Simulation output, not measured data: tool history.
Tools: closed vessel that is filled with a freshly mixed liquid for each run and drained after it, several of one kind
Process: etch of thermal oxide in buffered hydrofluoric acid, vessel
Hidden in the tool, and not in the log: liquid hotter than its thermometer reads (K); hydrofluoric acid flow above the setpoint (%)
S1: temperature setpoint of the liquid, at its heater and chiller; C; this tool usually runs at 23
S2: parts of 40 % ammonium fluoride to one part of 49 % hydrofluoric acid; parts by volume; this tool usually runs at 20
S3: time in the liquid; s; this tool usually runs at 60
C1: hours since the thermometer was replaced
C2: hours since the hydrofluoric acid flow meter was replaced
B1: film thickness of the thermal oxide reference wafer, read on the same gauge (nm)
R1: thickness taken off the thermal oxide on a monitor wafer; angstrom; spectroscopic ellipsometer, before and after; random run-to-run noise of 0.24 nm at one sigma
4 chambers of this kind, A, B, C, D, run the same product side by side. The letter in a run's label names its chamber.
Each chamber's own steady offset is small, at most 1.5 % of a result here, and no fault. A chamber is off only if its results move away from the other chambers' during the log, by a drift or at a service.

run   hour  S1  S2  S3     C1      C2      B1      R1
 1C    6.1  23  20  60  489.3   456.1   40.01  327.28
 2B   12.2  23  20  60   16.6   687.1  40.001  330.76
 3D   21.3  23  20  60  138.3  1305.6  40.002  333.03
 4A   26.2  23  20  60  152.2   986.4  39.979   331.2
 5A   31.7  23  20  60  157.7   991.9  39.994  333.33
 6C   39.8  23  20  70    523   489.8  40.011  385.81
 7B   47.5  23  20  70   51.9   722.4   40.02  383.87
 8D   53.3  23  20  70  170.3  1337.6  39.967  392.33
 9C   59.6  23  20  70  542.8   509.6  40.031  390.63
10A   67.7  23  20  60  193.7  1027.9   39.99  328.82
11D   74.4  23  20  60  191.4  1358.7  40.009  331.33
12B   81.7  23  20  60   86.1   756.6  39.987  329.95
13C     89  23  20  60  572.2     539  40.017  337.82
14B     95  23  20  60   99.4   769.9   39.99  327.88
15A    103  23  20  60    229  1063.2  39.966  333.71
16D  112.1  23  20  60  229.1  1396.4  39.994  331.95
17A  120.4  23  20  60  246.4  1080.6  40.007  330.32
18D  125.3  21  20  60  242.3  1409.6  40.025  296.82
19C  130.2  21  20  60  613.4   580.2  39.995  311.05
20B  137.6  21  20  60    142   812.5  39.974  296.09
21C  143.9  21  20  60  627.1   593.9  39.991   309.3
22D  150.2  23  20  60  267.2  1434.5   40.02  332.26
23B  155.1  23  20  60  159.5     830  40.006  330.49
     162.7  -- chamber A: hydrofluoric acid flow meter replaced
24A  162.7  23  20  60  288.7     0.1  39.964   326.3
     167.5  -- chamber B: hydrofluoric acid flow meter replaced
25D  171.5  23  20  60  288.5  1455.8  39.988  332.37
26A    180  23  20  40    306    17.4  39.993  223.39
27C  186.1  23  20  40  669.3   636.1  40.012  235.16
28B  191.7  23  20  40  196.1    24.3  39.995  219.64

Read the log: is a single chamber off, either drifting away or since a service, is the gauge that measures every chamber drifting, or is nothing wrong beyond small per-chamber offsets? Name any odd chamber and what most likely caused it.

One chamber, C, drifts off from the rest bit by bit.
What lies behind it: liquid hotter than its thermometer reads (K) = 1.67.
From this log alone, it may not be told apart from: hydrofluoric acid flow above the setpoint (%).

Here are 4 candidates for chamber C's next run, each the usual settings with a change, their results left as question marks. Which one brings its results back in line with what the others give on the usual settings?
Counts as in line when no further than this from what the other chambers average on the usual settings: R1 8.4 angstrom
29C-1  198.5    23  19.5  60               ?
29C-2  198.5  22.5  21.5  60               ?
29C-3  198.5    23    20  65               ?
29C-4  198.5    23    21  60               ?

Usual-settings mean across the other chambers: R1 331.63 angstrom
  run      R1
29C-1     368
29C-2  332.52
29C-3  388.91
29C-4  347.26
With 29C-2, the chamber falls back in line with the rest.

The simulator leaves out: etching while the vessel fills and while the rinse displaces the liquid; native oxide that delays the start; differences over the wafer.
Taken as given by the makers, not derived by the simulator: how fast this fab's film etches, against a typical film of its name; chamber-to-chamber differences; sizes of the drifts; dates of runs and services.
